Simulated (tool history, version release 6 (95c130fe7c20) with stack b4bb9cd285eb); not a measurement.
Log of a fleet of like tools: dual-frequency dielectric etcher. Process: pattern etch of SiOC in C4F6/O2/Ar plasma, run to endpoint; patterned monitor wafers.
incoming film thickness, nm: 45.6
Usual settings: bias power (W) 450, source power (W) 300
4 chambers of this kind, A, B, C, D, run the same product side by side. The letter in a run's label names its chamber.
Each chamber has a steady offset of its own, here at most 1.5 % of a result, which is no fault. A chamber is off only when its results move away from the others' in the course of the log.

run 1D hour=4.8 | bias_power_(W)=450 source_power_(W)=300 | endpoint_time_(s)=17.634
-- hour=5.6 chamber A: wet clean of the chamber
run 2C hour=8.7 | bias_power_(W)=450 source_power_(W)=300 | endpoint_time_(s)=17.642
run 3B hour=13.7 | bias_power_(W)=450 source_power_(W)=300 | endpoint_time_(s)=17.877
run 4A hour=17.6 | bias_power_(W)=450 source_power_(W)=300 | endpoint_time_(s)=17.649
run 5B hour=22.5 | bias_power_(W)=450 source_power_(W)=300 | endpoint_time_(s)=17.736
run 6D hour=26.2 | bias_power_(W)=450 source_power_(W)=300 | endpoint_time_(s)=17.698
run 7A hour=28.7 | bias_power_(W)=450 source_power_(W)=300 | endpoint_time_(s)=17.688
run 8C hour=31.0 | bias_power_(W)=450 source_power_(W)=300 | endpoint_time_(s)=17.557
run 9C hour=36.1 | bias_power_(W)=450 source_power_(W)=300 | endpoint_time_(s)=17.624
run 10D hour=41.3 | bias_power_(W)=450 source_power_(W)=300 | endpoint_time_(s)=17.680
run 11A hour=45.8 | bias_power_(W)=450 source_power_(W)=300 | endpoint_time_(s)=17.780
run 12B hour=49.6 | bias_power_(W)=400 source_power_(W)=330 | endpoint_time_(s)=18.005
run 13D hour=52.5 | bias_power_(W)=400 source_power_(W)=330 | endpoint_time_(s)=18.080
run 14C hour=57.4 | bias_power_(W)=400 source_power_(W)=330 | endpoint_time_(s)=17.490
run 15A hour=61.6 | bias_power_(W)=400 source_power_(W)=330 | endpoint_time_(s)=17.932
run 16B hour=65.2 | bias_power_(W)=450 source_power_(W)=300 | endpoint_time_(s)=17.647
run 17C hour=68.5 | bias_power_(W)=450 source_power_(W)=300 | endpoint_time_(s)=17.415
run 18B hour=73.6 | bias_power_(W)=450 source_power_(W)=300 | endpoint_time_(s)=17.656
run 19A hour=76.2 | bias_power_(W)=505 source_power_(W)=250 | endpoint_time_(s)=18.149
run 20D hour=78.9 | bias_power_(W)=505 source_power_(W)=250 | endpoint_time_(s)=18.469
run 21B hour=82.7 | bias_power_(W)=505 source_power_(W)=250 | endpoint_time_(s)=18.265
run 22A hour=87.0 | bias_power_(W)=505 source_power_(W)=250 | endpoint_time_(s)=18.209
run 23D hour=89.9 | bias_power_(W)=450 source_power_(W)=300 | endpoint_time_(s)=17.910
run 24C hour=93.5 | bias_power_(W)=450 source_power_(W)=300 | endpoint_time_(s)=17.440
run 25D hour=96.8 | bias_power_(W)=450 source_power_(W)=300 | endpoint_time_(s)=18.113
run 26C hour=99.4 | bias_power_(W)=450 source_power_(W)=300 | endpoint_time_(s)=17.444
run 27B hour=101.9 | bias_power_(W)=450 source_power_(W)=300 | endpoint_time_(s)=17.827
-- hour=102.6 chamber B: wet clean of the chamber
run 28A hour=105.7 | bias_power_(W)=450 source_power_(W)=300 | endpoint_time_(s)=17.756
run 29D hour=108.1 | bias_power_(W)=450 source_power_(W)=300 | endpoint_time_(s)=18.319
run 30B hour=110.8 | bias_power_(W)=368 source_power_(W)=350 | endpoint_time_(s)=18.128
run 31C hour=114.8 | bias_power_(W)=368 source_power_(W)=350 | endpoint_time_(s)=17.802
run 32A hour=119.3 | bias_power_(W)=368 source_power_(W)=350 | endpoint_time_(s)=18.079
run 33A hour=123.5 | bias_power_(W)=368 source_power_(W)=350 | endpoint_time_(s)=17.914
run 34D hour=126.0 | bias_power_(W)=450 source_power_(W)=300 | endpoint_time_(s)=18.429
run 35C hour=130.9 | bias_power_(W)=450 source_power_(W)=300 | endpoint_time_(s)=17.426

Is one chamber off against the others, does the gauge drift, or is nothing wrong? If a chamber is off, say which, and what the likeliest cause is.

Chamber D drifts away from the others.
Cause: etch rate under this chamber's usual, % = 4.19.

Here are 4 candidates for chamber D's next run, each the usual settings with a change, their results left as question marks. Which one brings its results back in line with what the others give on the usual settings?
In line means no further than this from the other chambers' mean on the usual settings: endpoint time (s) 0.270
run 36D-1 hour=134.7 | bias_power_(W)=424 source_power_(W)=280 | endpoint_time_(s)=?
run 36D-2 hour=134.7 | bias_power_(W)=505 source_power_(W)=300 | endpoint_time_(s)=?
run 36D-3 hour=134.7 | bias_power_(W)=441 source_power_(W)=290 | endpoint_time_(s)=?
run 36D-4 hour=134.7 | bias_power_(W)=450 source_power_(W)=310 | endpoint_time_(s)=?

The other chambers' mean on the usual settings: endpoint time (s) 17.659
run=36D-1 endpoint_time_(s)=19.338
run=36D-2 endpoint_time_(s)=17.670
run=36D-3 endpoint_time_(s)=18.816
run=36D-4 endpoint_time_(s)=18.222
36D-2 brings the chamber back in line.
